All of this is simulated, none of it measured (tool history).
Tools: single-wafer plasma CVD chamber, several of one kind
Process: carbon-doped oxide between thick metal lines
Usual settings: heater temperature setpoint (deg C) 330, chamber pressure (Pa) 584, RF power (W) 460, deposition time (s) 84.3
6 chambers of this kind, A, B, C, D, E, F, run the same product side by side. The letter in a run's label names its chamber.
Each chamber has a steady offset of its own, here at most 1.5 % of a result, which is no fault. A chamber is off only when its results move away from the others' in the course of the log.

| run | hour | heater temperature setpoint (deg C) | chamber pressure (Pa) | RF power (W) | deposition time (s) | read-back reference wafer on the same gauge, thickness_nm | mean film thickness on the monitor wafer (Å) |
|---|---|---|---|---|---|---|---|
| 1D | 5.9 | 330 | 584 | 460 | 84.3 | 390.95 | 4205.7 |
| 2B | 12.1 | 330 | 584 | 460 | 84.3 | 391.00 | 4247.6 |
| 3F | 16.7 | 330 | 584 | 460 | 84.3 | 390.82 | 4178.4 |
| 4A | 20.9 | 330 | 584 | 460 | 84.3 | 390.90 | 4237.3 |
| 5C | 27.0 | 330 | 584 | 460 | 84.3 | 390.77 | 4209.4 |
| 6E | 31.6 | 330 | 584 | 460 | 84.3 | 390.74 | 4183.8 |
| 7A | 36.6 | 330 | 584 | 460 | 84.3 | 390.75 | 4232.6 |
| 8F | 42.0 | 330 | 584 | 460 | 84.3 | 390.59 | 4164.2 |
| 9D | 47.5 | 330 | 584 | 460 | 84.3 | 390.34 | 4209.2 |
| 10B | 53.8 | 330 | 584 | 460 | 84.3 | 390.45 | 4258.9 |
| 11E | 58.1 | 330 | 584 | 460 | 84.3 | 390.38 | 4175.3 |
| 12C | 63.6 | 330 | 584 | 460 | 84.3 | 390.35 | 4203.4 |
| 13D | 71.0 | 330 | 584 | 460 | 84.3 | 390.29 | 4201.2 |
| 14B | 75.1 | 330 | 584 | 460 | 84.3 | 390.24 | 4242.3 |
| 15F | 80.1 | 330 | 584 | 460 | 84.3 | 390.20 | 4175.9 |
| 16E | 88.3 | 330 | 584 | 460 | 84.3 | 390.13 | 4178.0 |
| 17C | 93.2 | 339 | 521 | 460 | 84.3 | 390.07 | 4018.3 |
| 18A | 97.0 | 339 | 521 | 460 | 84.3 | 389.97 | 4041.3 |
| 19C | 104.6 | 339 | 521 | 460 | 84.3 | 390.08 | 4027.9 |
| 20D | 108.4 | 339 | 521 | 460 | 84.3 | 389.84 | 4024.2 |
| 21B | 113.5 | 339 | 521 | 460 | 84.3 | 389.82 | 4053.0 |
| 22F | 119.4 | 339 | 521 | 460 | 84.3 | 389.62 | 3995.4 |
| 23E | 126.0 | 339 | 680 | 460 | 84.3 | 389.68 | 4157.8 |
| 24A | 132.4 | 339 | 680 | 460 | 84.3 | 389.60 | 4207.7 |
| 25A | 139.9 | 339 | 680 | 460 | 84.3 | 389.63 | 4218.7 |
| 26C | 146.0 | 339 | 680 | 460 | 84.3 | 389.42 | 4184.7 |
|  | 151.9 | chamber C: RF generator calibrated |
| 27D | 151.9 | 339 | 680 | 460 | 84.3 | 389.48 | 4178.5 |
| 28F | 156.4 | 339 | 680 | 460 | 84.3 | 389.44 | 4144.4 |
| 29B | 162.1 | 330 | 584 | 460 | 84.3 | 389.52 | 4237.0 |
| 30E | 169.1 | 330 | 584 | 460 | 84.3 | 389.33 | 4175.1 |
| 31C | 176.7 | 330 | 584 | 460 | 84.3 | 389.23 | 4196.0 |
| 32A | 184.6 | 330 | 584 | 460 | 84.3 | 389.14 | 4211.9 |
| 33F | 189.1 | 330 | 584 | 460 | 84.3 | 389.05 | 4155.1 |
| 34D | 194.3 | 330 | 584 | 460 | 84.3 | 389.05 | 4189.4 |
| 35B | 198.3 | 330 | 584 | 460 | 84.3 | 388.90 | 4230.4 |
| 36E | 206.4 | 330 | 633 | 460 | 84.3 | 389.02 | 4220.9 |
|  | 209.7 | chamber D: thermocouple changed; heater temperature recalibrated |
| 37D | 211.4 | 330 | 633 | 460 | 84.3 | 388.76 | 4247.4 |
| 38C | 216.3 | 330 | 633 | 460 | 84.3 | 388.65 | 4244.0 |
| 39A | 222.5 | 330 | 633 | 460 | 84.3 | 388.62 | 4267.1 |
| 40B | 226.3 | 330 | 633 | 460 | 84.3 | 388.76 | 4284.9 |
| 41E | 230.8 | 330 | 633 | 460 | 84.3 | 388.57 | 4229.2 |
| 42F | 237.9 | 330 | 584 | 460 | 84.3 | 388.66 | 4153.4 |
| 43A | 241.9 | 330 | 584 | 460 | 84.3 | 388.71 | 4205.2 |

Is one chamber off against the others, does the gauge drift, or is nothing wrong? If a chamber is off, say which, and what the likeliest cause is.

The gauge drifts, so all chambers seem to drift together. No chamber is off.
Cause: gauge reads low (%) = 0.645.

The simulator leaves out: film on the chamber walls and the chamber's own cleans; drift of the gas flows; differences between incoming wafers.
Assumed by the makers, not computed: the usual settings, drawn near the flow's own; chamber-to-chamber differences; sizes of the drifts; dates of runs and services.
